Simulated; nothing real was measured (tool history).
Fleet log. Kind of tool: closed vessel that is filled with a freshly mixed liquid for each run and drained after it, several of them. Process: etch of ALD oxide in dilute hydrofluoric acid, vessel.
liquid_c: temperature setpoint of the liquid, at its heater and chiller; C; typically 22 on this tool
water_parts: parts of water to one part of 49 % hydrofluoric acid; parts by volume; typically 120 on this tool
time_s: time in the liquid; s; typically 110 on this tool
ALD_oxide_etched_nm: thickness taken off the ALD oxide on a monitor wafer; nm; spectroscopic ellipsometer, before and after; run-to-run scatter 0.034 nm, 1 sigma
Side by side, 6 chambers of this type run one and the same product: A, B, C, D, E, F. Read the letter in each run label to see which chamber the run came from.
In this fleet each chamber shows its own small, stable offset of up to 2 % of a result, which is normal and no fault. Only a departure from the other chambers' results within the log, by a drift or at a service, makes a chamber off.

run   hour  liquid_c  water_parts  time_s  read-back film thickness of the ALD oxide reference wafer, read on the same gauge (nm)  ALD_oxide_etched_nm
 1F    7.3        22          120     110                                                                                  70.010               8.1036
 2C   15.7        22          120     110                                                                                  70.001               8.1067
 3E   22.9        22          120     110                                                                                  70.031               8.2234
 4A   29.9        22          120     110                                                                                  70.001               7.9706
 5D   37.2        22          120     110                                                                                  70.029               8.1212
 6B   41.9        22          120     110                                                                                  69.994               8.1822
 7E   46.3        22          100     110                                                                                  69.959               9.9664
 8B   53.4        22          100     110                                                                                  70.013              10.0380
 9F   59.6        22          100     110                                                                                  69.991               9.8675
10A   66.1        22          100     110                                                                                  69.969               9.7688
11D   72.3        22          100     110                                                                                  70.034               9.9325
12C   78.2        22          100     110                                                                                  70.001               9.9573
13A   86.9        22          120     110                                                                                  70.027               7.9512
14F   96.5        25          120     130                                                                                  70.047              10.7760
15E  104.5        25          120     130                                                                                  69.938              10.8070
16D  112.2        25          120     130                                                                                  70.008              10.7680
17C  118.4        25          120     130                                                                                  69.968              10.7640
18B  125.2        25          120     130                                                                                  69.963              10.7350
19E  134.9        25          120     130                                                                                  70.035              10.8210
20D  143.0        22          120     110                                                                                  70.031               8.1707
21C  148.5        22          120     110                                                                                  69.985               8.0424
22A  154.3        22          120     110                                                                                  70.008               7.9984
23F  159.1        22          120     110                                                                                  69.979               8.1470
     160.3  -- chamber B: thermometer replaced
24B  163.8        22          170     110                                                                                  70.019               5.4244
25C  171.4        22          170     110                                                                                  69.998               5.3905
26A  178.2        22          170     110                                                                                  69.968               5.3639
27F  187.8        22          170     110                                                                                  69.973               5.4215
28D  193.8        22          170     110                                                                                  69.992               5.4107
29E  200.2        22          170     110                                                                                  70.012               5.4913
30B  209.3        22          120     110                                                                                  69.950               8.1439
31C  215.2        22          120     110                                                                                  70.025               8.0572
32A  224.4        22          120     110                                                                                  70.007               7.9394
33D  233.7        22          120     110                                                                                  69.981               8.1178
34E  243.2        22          120     110                                                                                  70.017               8.1668
35F  248.8        22          120     110                                                                                  69.995               8.0866
36B  255.4        22          120     110                                                                                  70.028               8.0647
37D  260.5        22          120     110                                                                                  70.035               8.0749
38B  266.0        25           90     110                                                                                  69.998              12.6430
39C  273.1        25           90     110                                                                                  70.049              12.5970

Each of the 6 chambers runs these same settings next. Fill in every chamber's results:
40A  280.2        22          120     110                                                                                                            ?
40B  280.2        22          120     110                                                                                                            ?
40C  280.2        22          120     110                                                                                                            ?
40D  280.2        22          120     110                                                                                                            ?
40E  280.2        22          120     110                                                                                                            ?
40F  280.2        22          120     110                                                                                                            ?

run  ALD_oxide_etched_nm
40A               7.9687
40B               8.0350
40C               8.0756
40D               8.0488
40E               8.1714
40F               8.1290
